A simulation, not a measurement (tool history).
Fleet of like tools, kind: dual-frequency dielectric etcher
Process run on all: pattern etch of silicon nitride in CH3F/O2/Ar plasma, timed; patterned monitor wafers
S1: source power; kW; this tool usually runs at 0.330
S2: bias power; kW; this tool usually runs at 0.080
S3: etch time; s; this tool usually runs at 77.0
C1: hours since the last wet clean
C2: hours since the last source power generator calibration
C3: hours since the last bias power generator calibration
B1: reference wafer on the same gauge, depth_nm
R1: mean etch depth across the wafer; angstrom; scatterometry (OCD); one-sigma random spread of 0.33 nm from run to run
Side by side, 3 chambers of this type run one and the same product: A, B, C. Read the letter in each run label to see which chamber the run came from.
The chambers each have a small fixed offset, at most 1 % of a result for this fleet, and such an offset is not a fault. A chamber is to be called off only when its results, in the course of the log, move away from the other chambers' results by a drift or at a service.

run   hour     S1     S2    S3     C1      C2     C3      B1      R1
 1A    6.9  0.330  0.080  77.0  303.3  2271.8  564.1  45.150  523.52
 2C   11.0  0.330  0.080  77.0  327.2   563.9  324.2  45.190  522.35
 3B   18.9  0.330  0.080  77.0  225.0   990.8  382.1  45.215  526.08
 4A   23.7  0.330  0.080  77.0  320.1  2288.6  580.9  45.175  523.13
 5C   29.4  0.330  0.080  77.0  345.6   582.3  342.6  45.180  524.79
 6B   37.7  0.330  0.080  77.0  243.8  1009.6  400.9  45.157  520.88
 7A   45.8  0.330  0.080  77.0  342.2  2310.7  603.0  45.223  527.22
 8B   51.4  0.330  0.080  77.0  257.5  1023.3  414.6  45.219  521.75
 9C   60.6  0.330  0.080  77.0  376.8   613.5  373.8  45.144  528.03
10A   65.0  0.330  0.080  77.0  361.4  2329.9  622.2  45.293  523.79
11B   71.6  0.330  0.080  77.0  277.7  1043.5  434.8  45.232  524.95
12C   76.5  0.370  0.080  92.5  392.7   629.4  389.7  45.196  650.21
      79.5  -- chamber A: wet clean of the chamber
13B   81.4  0.370  0.080  92.5  287.5  1053.3  444.6  45.237  657.98
14C   85.9  0.370  0.080  92.5  402.1   638.8  399.1  45.118  654.13
15A   91.1  0.330  0.080  77.0   11.6  2356.0  648.3  45.197  523.30
16A   98.2  0.330  0.080  77.0   18.7  2363.1  655.4  45.214  525.76
17B  102.3  0.330  0.080  77.0  308.4  1074.2  465.5  45.211  518.55
18C  109.5  0.330  0.080  77.0  425.7   662.4  422.7  45.279  518.69
19B  114.2  0.330  0.080  77.0  320.3  1086.1  477.4  45.240  526.28
20A  121.5  0.400  0.080  67.0   42.0  2386.4  678.7  45.171  486.46
21C  127.2  0.400  0.080  67.0  443.4   680.1  440.4  45.136  483.07
22B  133.6  0.400  0.080  67.0  339.7  1105.5  496.8  45.223  490.55
23A  139.8  0.330  0.080  77.0   60.3  2404.7  697.0  45.142  520.44
24C  146.4  0.330  0.080  77.0  462.6   699.3  459.6  45.132  520.29
25B  154.5  0.330  0.080  77.0  360.6  1126.4  517.7  45.157  524.05
     157.0  -- chamber C: wet clean of the chamber
26C  163.6  0.330  0.080  77.0    6.7   716.5  476.8  45.177  501.65
27A  167.7  0.330  0.080  77.0   88.2  2432.6  724.9  45.220  522.01
28B  172.2  0.330  0.080  77.0  378.3  1144.1  535.4  45.232  523.27
29C  178.2  0.330  0.080  77.0   21.3   731.1  491.4  45.188  499.86
30A  187.0  0.330  0.080  77.0  107.5  2451.9  744.2  45.224  523.66
31B  195.2  0.330  0.080  77.0  401.3  1167.1  558.4  45.172  516.90
32A  200.4  0.330  0.080  77.0  120.9  2465.3  757.6  45.249  531.96
33C  209.2  0.330  0.080  77.0   52.3   762.1  522.4  45.254  497.68
34C  215.9  0.330  0.080  77.0   59.0   768.8  529.1  45.211  494.78
35B  224.5  0.330  0.086  69.5  430.6  1196.4  587.7  45.098  475.81
36A  231.6  0.330  0.086  69.5  152.1  2496.5  788.8  45.201  484.39
37C  237.3  0.330  0.086  69.5   80.4   790.2  550.5  45.251  458.05
38A  245.0  0.330  0.080  77.0  165.5  2509.9  802.2  45.241  523.23
39B  249.9  0.330  0.080  77.0  456.0  1221.8  613.1  45.137  518.49

All 3 chambers run these settings next. Forecast each chamber's results:
40A  256.6  0.330  0.080  77.0                   ?
40B  256.6  0.330  0.080  77.0                   ?
40C  256.6  0.330  0.080  77.0                   ?

run      R1
40A  523.90
40B  519.41
40C  496.15
